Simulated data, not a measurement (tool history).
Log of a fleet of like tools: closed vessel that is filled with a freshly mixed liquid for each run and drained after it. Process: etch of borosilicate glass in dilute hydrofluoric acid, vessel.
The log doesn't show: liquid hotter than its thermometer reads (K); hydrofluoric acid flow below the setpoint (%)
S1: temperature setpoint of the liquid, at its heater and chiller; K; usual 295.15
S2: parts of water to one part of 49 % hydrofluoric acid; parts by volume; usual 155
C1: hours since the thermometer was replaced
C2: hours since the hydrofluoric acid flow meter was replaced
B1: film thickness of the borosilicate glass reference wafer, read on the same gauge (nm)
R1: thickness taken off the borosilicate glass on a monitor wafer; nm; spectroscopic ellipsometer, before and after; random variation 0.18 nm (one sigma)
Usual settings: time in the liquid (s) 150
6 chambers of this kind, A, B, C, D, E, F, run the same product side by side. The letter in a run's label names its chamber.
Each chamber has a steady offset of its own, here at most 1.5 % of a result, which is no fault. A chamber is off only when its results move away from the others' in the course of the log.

run 1B hour=4.6 | S1=295.15 S2=155 time_in_the_liquid_(s)=150 | C1=1509.2 C2=1758.7 | B1=60.007 | R1=25.991
run 2D hour=8.1 | S1=295.15 S2=155 time_in_the_liquid_(s)=150 | C1=1837.4 C2=156.8 | B1=60.011 | R1=26.193
run 3E hour=14.4 | S1=295.15 S2=155 time_in_the_liquid_(s)=150 | C1=191.6 C2=126.4 | B1=60.007 | R1=25.956
run 4F hour=20.3 | S1=295.15 S2=155 time_in_the_liquid_(s)=150 | C1=1081.2 C2=421.5 | B1=59.971 | R1=26.553
run 5A hour=24.3 | S1=295.15 S2=155 time_in_the_liquid_(s)=150 | C1=297.4 C2=475.6 | B1=59.99 | R1=26.117
run 6C hour=30.3 | S1=295.15 S2=155 time_in_the_liquid_(s)=150 | C1=975.4 C2=241.9 | B1=59.992 | R1=25.811
run 7B hour=35.5 | S1=295.15 S2=155 time_in_the_liquid_(s)=150 | C1=1540.1 C2=1789.6 | B1=60.004 | R1=25.797
run 8A hour=42.1 | S1=295.15 S2=155 time_in_the_liquid_(s)=150 | C1=315.2 C2=493.4 | B1=59.999 | R1=25.868
-- hour=44.7 chamber F: thermometer replaced
run 9D hour=46.6 | S1=295.15 S2=155 time_in_the_liquid_(s)=150 | C1=1875.9 C2=195.3 | B1=59.988 | R1=26.361
run 10E hour=50 | S1=295.15 S2=155 time_in_the_liquid_(s)=95 | C1=227.2 C2=162 | B1=59.964 | R1=16.819
run 11F hour=55.5 | S1=295.15 S2=155 time_in_the_liquid_(s)=95 | C1=10.8 C2=456.7 | B1=59.99 | R1=16.753
run 12C hour=61 | S1=295.15 S2=155 time_in_the_liquid_(s)=95 | C1=1006.1 C2=272.6 | B1=60.041 | R1=16.259
run 13C hour=67.2 | S1=295.15 S2=155 time_in_the_liquid_(s)=95 | C1=1012.3 C2=278.8 | B1=60.012 | R1=16.276
run 14D hour=70.6 | S1=295.15 S2=155 time_in_the_liquid_(s)=95 | C1=1899.9 C2=219.3 | B1=60.02 | R1=16.559
run 15A hour=77.5 | S1=295.15 S2=155 time_in_the_liquid_(s)=95 | C1=350.6 C2=528.8 | B1=60.011 | R1=16.539
run 16B hour=81.8 | S1=295.15 S2=155 time_in_the_liquid_(s)=150 | C1=1586.4 C2=1835.9 | B1=59.997 | R1=26.308
run 17E hour=87.3 | S1=295.15 S2=155 time_in_the_liquid_(s)=205 | C1=264.5 C2=199.3 | B1=59.992 | R1=36.16
run 18F hour=94 | S1=295.15 S2=155 time_in_the_liquid_(s)=205 | C1=49.3 C2=495.2 | B1=60.026 | R1=35.865
run 19D hour=100.7 | S1=295.15 S2=155 time_in_the_liquid_(s)=205 | C1=1930 C2=249.4 | B1=60.011 | R1=35.635
run 20A hour=106.1 | S1=295.15 S2=155 time_in_the_liquid_(s)=205 | C1=379.2 C2=557.4 | B1=59.984 | R1=35.463
run 21E hour=109.4 | S1=295.15 S2=155 time_in_the_liquid_(s)=205 | C1=286.6 C2=221.4 | B1=60.002 | R1=36.703
run 22C hour=115.2 | S1=295.15 S2=155 time_in_the_liquid_(s)=205 | C1=1060.3 C2=326.8 | B1=59.969 | R1=35.112
run 23B hour=121.1 | S1=295.15 S2=155 time_in_the_liquid_(s)=150 | C1=1625.7 C2=1875.2 | B1=59.951 | R1=26.043
run 24F hour=125.2 | S1=295.15 S2=155 time_in_the_liquid_(s)=150 | C1=80.5 C2=526.4 | B1=59.965 | R1=26.34
run 25D hour=128.2 | S1=295.15 S2=155 time_in_the_liquid_(s)=150 | C1=1957.5 C2=276.9 | B1=60.018 | R1=26.588
run 26A hour=134.5 | S1=295.15 S2=155 time_in_the_liquid_(s)=150 | C1=407.6 C2=585.8 | B1=59.985 | R1=25.778
run 27C hour=141.5 | S1=295.15 S2=155 time_in_the_liquid_(s)=150 | C1=1086.6 C2=353.1 | B1=60.028 | R1=25.896
run 28B hour=148.4 | S1=295.15 S2=155 time_in_the_liquid_(s)=150 | C1=1653 C2=1902.5 | B1=60.005 | R1=26.251
run 29F hour=154.6 | S1=295.15 S2=155 time_in_the_liquid_(s)=150 | C1=109.9 C2=555.8 | B1=59.985 | R1=26.429
run 30E hour=161 | S1=295.15 S2=155 time_in_the_liquid_(s)=150 | C1=338.2 C2=273 | B1=59.996 | R1=27.539
run 31F hour=164.3 | S1=295.15 S2=155 time_in_the_liquid_(s)=150 | C1=119.6 C2=565.5 | B1=60.046 | R1=26.445
run 32C hour=168.8 | S1=295.15 S2=155 time_in_the_liquid_(s)=150 | C1=1113.9 C2=380.4 | B1=59.996 | R1=25.782
run 33B hour=174.3 | S1=295.15 S2=155 time_in_the_liquid_(s)=150 | C1=1678.9 C2=1928.4 | B1=60.007 | R1=25.866
run 34E hour=179 | S1=295.15 S2=155 time_in_the_liquid_(s)=150 | C1=356.2 C2=291 | B1=59.971 | R1=27.718
run 35A hour=183.5 | S1=295.15 S2=155 time_in_the_liquid_(s)=150 | C1=456.6 C2=634.8 | B1=59.969 | R1=26.163
run 36D hour=187.1 | S1=295.15 S2=155 time_in_the_liquid_(s)=150 | C1=2016.4 C2=335.8 | B1=60.042 | R1=25.947
run 37C hour=193.2 | S1=295.15 S2=155 time_in_the_liquid_(s)=150 | C1=1138.3 C2=404.8 | B1=59.987 | R1=25.853
run 38F hour=199.6 | S1=295.15 S2=200 time_in_the_liquid_(s)=150 | C1=154.9 C2=600.8 | B1=60.016 | R1=19.35
run 39E hour=203.7 | S1=295.15 S2=200 time_in_the_liquid_(s)=150 | C1=380.9 C2=315.7 | B1=60.014 | R1=20.355
run 40D hour=207.5 | S1=295.15 S2=200 time_in_the_liquid_(s)=150 | C1=2036.8 C2=356.2 | B1=60.002 | R1=19.49
-- hour=211.2 chamber B: hydrofluoric acid flow meter replaced
run 41B hour=211.4 | S1=295.15 S2=200 time_in_the_liquid_(s)=150 | C1=1716 C2=0.3 | B1=59.994 | R1=19.353
run 42A hour=215.8 | S1=295.15 S2=200 time_in_the_liquid_(s)=150 | C1=488.9 C2=667.1 | B1=59.977 | R1=19.309
run 43A hour=221.6 | S1=295.15 S2=200 time_in_the_liquid_(s)=150 | C1=494.7 C2=672.9 | B1=60.027 | R1=19.347

What goes on in this fleet: one chamber off, a drifting gauge, or nothing beyond the chambers' own small offsets? Name the chamber and the cause, if any.

Chamber E drifts away from the others.
Cause: liquid hotter than its thermometer reads (K) = 2.16.
The log may not tell that from: hydrofluoric acid flow above the setpoint (%).

Here are 4 candidates for chamber E's next run, each the usual settings with a change, their results left as question marks. Which one brings its results back in line with what the others give on the usual settings?
In line means no further than this from the other chambers' mean on the usual settings: R1 0.65 nm
run 44E-1 hour=226.6 | S1=295.15 S2=160 time_in_the_liquid_(s)=145 | R1=?
run 44E-2 hour=226.6 | S1=295.15 S2=155 time_in_the_liquid_(s)=145 | R1=?
run 44E-3 hour=226.6 | S1=295.15 S2=150 time_in_the_liquid_(s)=155 | R1=?
run 44E-4 hour=226.6 | S1=295.15 S2=155 time_in_the_liquid_(s)=155 | R1=?

The other chambers' mean on the usual settings: R1 26.112 nm
run=44E-1 R1=26.319
run=44E-2 R1=27.337
run=44E-3 R1=30.386
run=44E-4 R1=29.222
44E-1 brings the chamber back in line.
